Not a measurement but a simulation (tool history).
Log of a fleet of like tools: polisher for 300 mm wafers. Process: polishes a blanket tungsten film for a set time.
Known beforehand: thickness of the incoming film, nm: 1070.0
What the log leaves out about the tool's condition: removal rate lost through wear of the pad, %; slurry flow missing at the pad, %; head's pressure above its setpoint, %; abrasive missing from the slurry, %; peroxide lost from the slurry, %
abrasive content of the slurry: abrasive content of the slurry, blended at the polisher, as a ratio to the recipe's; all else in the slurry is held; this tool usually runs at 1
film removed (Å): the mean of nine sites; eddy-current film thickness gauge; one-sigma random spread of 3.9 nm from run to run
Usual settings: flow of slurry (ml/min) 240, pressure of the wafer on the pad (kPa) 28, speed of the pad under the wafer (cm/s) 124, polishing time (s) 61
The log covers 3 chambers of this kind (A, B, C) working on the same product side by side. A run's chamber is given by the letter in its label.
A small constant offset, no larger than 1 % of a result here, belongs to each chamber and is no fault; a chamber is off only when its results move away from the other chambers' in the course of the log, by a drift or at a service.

run    day  flow of slurry (ml/min)  pressure of the wafer on the pad (kPa)  speed of the pad under the wafer (cm/s)  abrasive content of the slurry  polishing time (s)  wafers polished on this pad  hours since the slurry nozzle was cleaned  hours since the head pressure was calibrated  hours since the slurry blender was calibrated  hours since the slurry got fresh peroxide  film removed (Å)
 1B  0.204                      240                                      28                                      124                               1                  61                          598                                       30.6                                         459.4                                           57.7                                       47.8            3558.5
 2C  0.342                      240                                      28                                      124                               1                  61                          210                                       83.5                                         100.5                                          379.6                                       66.6            3466.1
     0.346  -- chamber A: slurry tank refilled with fresh slurry and peroxide
 3A  0.525                      240                                      28                                      124                               1                  61                          100                                      627.6                                        1197.7                                          186.6                                        4.3            3503.0
 4A  0.708                      240                                      28                                      124                               1                  61                          129                                      632.0                                        1202.1                                          191.0                                        8.7            3482.4
 5B  0.812                      300                                      28                                      124                               1                  67                          693                                       45.2                                         474.0                                           72.3                                       62.4            3857.4
 6C  0.933                      300                                      28                                      124                               1                  67                          302                                       97.7                                         114.7                                          393.8                                       80.8            3892.2
 7B  1.138                      300                                      28                                      124                               1                  67                          743                                       53.0                                         481.8                                           80.1                                       70.2            3912.7
 8C  1.271                      240                                      28                                      124                               1                  61                          354                                      105.8                                         122.8                                          401.9                                       88.9            3454.4
 9A  1.467                      240                                      28                                      124                               1                  61                          246                                      650.2                                        1220.3                                          209.2                                       26.9            3453.5
10C  1.596                      240                                      28                                      124                               1                  61                          404                                      113.6                                         130.6                                          409.7                                       96.7            3425.1
11B  1.746                      240                                      28                                      124                               1                  61                          837                                       67.6                                         496.4                                           94.7                                       84.8            3532.1
     1.842  -- chamber B: slurry tank refilled with fresh slurry and peroxide
12A  1.846                      240                                      28                                      124                               1                  61                          305                                      659.3                                        1229.4                                          218.3                                       36.0            3520.8
13B  2.012                      240                                      28                                      124                               1                  61                          879                                       74.0                                         502.8                                          101.1                                        4.2            3522.7
14C  2.221                      240                                      28                                      124                               1                  69                          501                                      128.6                                         145.6                                          424.7                                      111.7            3833.9
     2.258  -- chamber A: head pressure recalibrated
15A  2.433                      240                                      28                                      124                               1                  69                          396                                      673.4                                           4.2                                          232.4                                       50.1            3997.7
16C  2.567                      240                                      28                                      124                               1                  69                          555                                      136.9                                         153.9                                          433.0                                      120.0            3855.1
17B  2.708                      240                                      28                                      124                               1                  61                          987                                       90.7                                         519.5                                          117.8                                       20.9            3554.7
     2.842  -- chamber C: slurry blender recalibrated
18A  2.854                      240                                      28                                      124                               1                  61                          461                                      683.5                                          14.3                                          242.5                                       60.2            3457.8
19B  3.033                      240                                      28                                      124                               1                  61                         1037                                       98.5                                         527.3                                          125.6                                       28.7            3493.6
20A  3.183                      240                                      28                                      124                               1                  61                          512                                      691.4                                          22.2                                          250.4                                       68.1            3438.9
21C  3.354                      240                                      28                                      124                               1                  61                          677                                      155.8                                         172.8                                           12.3                                      138.9            3330.0
22A  3.483                      240                                      28                                      124                               1                  61                          559                                      698.6                                          29.4                                          257.6                                       75.3            3427.8
23C  3.683                      240                                      28                                      124                               1                  61                          728                                      163.7                                         180.7                                           20.2                                      146.8            3307.2
24B  3.842                      240                                      28                                      124                               1                  61                         1162                                      117.9                                         546.7                                          145.0                                       48.1            3549.6
25B  3.983                      240                                      28                                      124                               1                  61                         1184                                      121.3                                         550.1                                          148.4                                       51.5            3555.8
     4.117  -- chamber B: worn pad replaced by a new one
26C  4.192                      240                                      28                                      124                               1                  61                          807                                      175.9                                         192.9                                           32.4                                      159.0            3292.4
27A  4.312                      240                                      28                                      124                               1                  61                          687                                      718.5                                          49.3                                          277.5                                       95.2            3477.4
28C  4.529                      240                                      28                                      124                               1                  61                          859                                      184.0                                         201.0                                           40.5                                      167.1            3229.3
     4.617  -- chamber C: worn pad replaced by a new one
29B  4.688                      240                                      28                                      124                               1                  61                           88                                      138.2                                         567.0                                          165.3                                       68.4            3512.6
30A  4.850                      240                                      28                                      124                               1                  61                          771                                      731.4                                          62.2                                          290.4                                      108.1            3524.2
31B  5.004                      240                                      28                                      124                               1                  61                          137                                      145.8                                         574.6                                          172.9                                       76.0            3492.2
32A  5.221                      240                                      28                                      124                               1                  61                          828                                      740.3                                          71.1                                          299.3                                      117.0            3474.3
33C  5.433                      240                                      28                                      124                               1                  53                          126                                      205.7                                         222.7                                           62.2                                      188.8            2739.1

Next, every chamber runs the same settings. What will each give?
34A  5.592                      240                                      28                                      166                               1                  61                                                                                                                                                                                                                                 ?
34B  5.592                      240                                      28                                      166                               1                  61                                                                                                                                                                                                                                 ?
34C  5.592                      240                                      28                                      166                               1                  61                                                                                                                                                                                                                                 ?

run  film removed (Å)
34A            4612.5
34B            4644.7
34C            4251.7

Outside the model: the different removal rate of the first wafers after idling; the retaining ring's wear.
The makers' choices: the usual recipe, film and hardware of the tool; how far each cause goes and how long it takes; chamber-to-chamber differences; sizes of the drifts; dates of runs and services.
